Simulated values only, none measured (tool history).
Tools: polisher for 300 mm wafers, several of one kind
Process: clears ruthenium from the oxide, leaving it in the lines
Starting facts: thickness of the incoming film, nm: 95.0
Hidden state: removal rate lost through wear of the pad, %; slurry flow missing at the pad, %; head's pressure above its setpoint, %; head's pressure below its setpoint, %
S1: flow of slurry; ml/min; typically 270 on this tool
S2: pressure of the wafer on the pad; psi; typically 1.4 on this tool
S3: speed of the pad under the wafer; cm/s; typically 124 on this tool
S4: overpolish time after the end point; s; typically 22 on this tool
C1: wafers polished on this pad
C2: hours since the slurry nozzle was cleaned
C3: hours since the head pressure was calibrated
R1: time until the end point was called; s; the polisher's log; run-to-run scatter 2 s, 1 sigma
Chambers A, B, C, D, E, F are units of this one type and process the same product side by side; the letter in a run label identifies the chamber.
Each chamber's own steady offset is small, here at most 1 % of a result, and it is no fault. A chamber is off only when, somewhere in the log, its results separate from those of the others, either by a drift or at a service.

run	hour	S1	S2	S3	S4	C1	C2	C3	R1
1D	5.3	270	1.4	124	22	620	259	114.1	112.12
2B	8	270	1.4	124	22	1111	503.3	295.8	110.75
# hour 11.1: chamber C: slurry nozzle cleaned
3E	12.6	270	1.4	124	22	727	486.9	579.7	108.96
4C	16.3	270	1.4	124	22	384	5.2	349.7	110.13
5F	19.4	180	1.4	124	29	267	281.2	1058.1	120.78
6A	23.9	180	1.4	124	29	1130	132	242.9	117.79
# hour 25.4: chamber E: worn pad replaced by a new one
# hour 25.8: chamber B: worn pad replaced by a new one
7F	27.2	180	1.4	124	29	336	289	1065.9	120.62
8B	32.6	180	1.4	124	29	60	527.9	320.4	118.29
9C	37.2	180	1.4	124	29	569	26.1	370.6	118.54
# hour 37.5: chamber C: worn pad replaced by a new one
# hour 42: chamber A: worn pad replaced by a new one
10A	42.7	180	1.4	124	29	6	150.8	261.7	117.42
11D	45.6	270	1.4	124	22	976	299.3	154.4	111.09
# hour 46.5: chamber E: head pressure recalibrated
12E	48.7	270	1.4	124	22	206	523	2.2	116.36
13E	54.1	270	1.4	124	22	254	528.4	7.6	113.86
# hour 55.5: chamber D: worn pad replaced by a new one
14A	58.6	270	1.4	124	22	147	166.7	277.6	111.62
15B	61.8	270	1.4	124	15	318	557.1	349.6	109.55
16D	65.9	270	1.4	124	15	92	319.6	174.7	112.33
17F	68.5	270	1.4	124	15	701	330.3	1107.2	113.83
18C	73.2	270	1.4	124	15	316	62.1	406.6	109.04
19A	76.1	270	1.4	124	15	302	184.2	295.1	111.26
20F	79.3	270	1.4	124	15	796	341.1	1118	114.88
21D	85.3	270	1.4	124	22	263	339	194.1	111.38
# hour 85.8: chamber D: slurry nozzle cleaned
22E	89.3	270	1.4	124	22	565	563.6	42.8	111.8
23B	94.2	270	1.4	124	22	604	589.5	382	111.06
# hour 95.6: chamber C: worn pad replaced by a new one
24C	96.9	270	1.4	124	22	11	85.8	430.3	114.03
# hour 99.4: chamber B: slurry nozzle cleaned
25F	101.3	270	1.4	124	22	991	363.1	1140	113.79
26B	105.4	270	1.4	124	22	703	6	393.2	111.23
27E	108.9	270	1.4	124	22	738	583.2	62.4	110.28
28C	114.6	270	1.4	124	22	168	103.5	448	108.27
29A	118.6	270	1.4	124	22	677	226.7	337.6	110.8
# hour 120: chamber F: head pressure recalibrated
# hour 121.1: chamber E: worn pad replaced by a new one
30D	123.5	270	1.4	124	22	601	37.7	232.3	111.72
31C	127.5	330	1.4	124	22	282	116.4	460.9	109.18
32E	133.5	330	1.4	124	22	110	607.8	87	109.81
33D	137.5	330	1.4	124	22	725	51.7	246.3	108.49
34B	143.2	330	1.4	124	22	1037	43.8	431	109.12
35A	148.1	330	1.4	124	22	938	256.2	367.1	108.94
36F	152.9	330	1.4	124	22	1447	414.7	33	107.39

Which is it: a chamber that has drifted or been left off by a service, a gauge drift common to all chambers, or only each chamber's usual small offset? If a chamber is off, name it and its likeliest cause.

No chamber is off and the gauge is stable; the differences are just each chamber's small, constant offset.

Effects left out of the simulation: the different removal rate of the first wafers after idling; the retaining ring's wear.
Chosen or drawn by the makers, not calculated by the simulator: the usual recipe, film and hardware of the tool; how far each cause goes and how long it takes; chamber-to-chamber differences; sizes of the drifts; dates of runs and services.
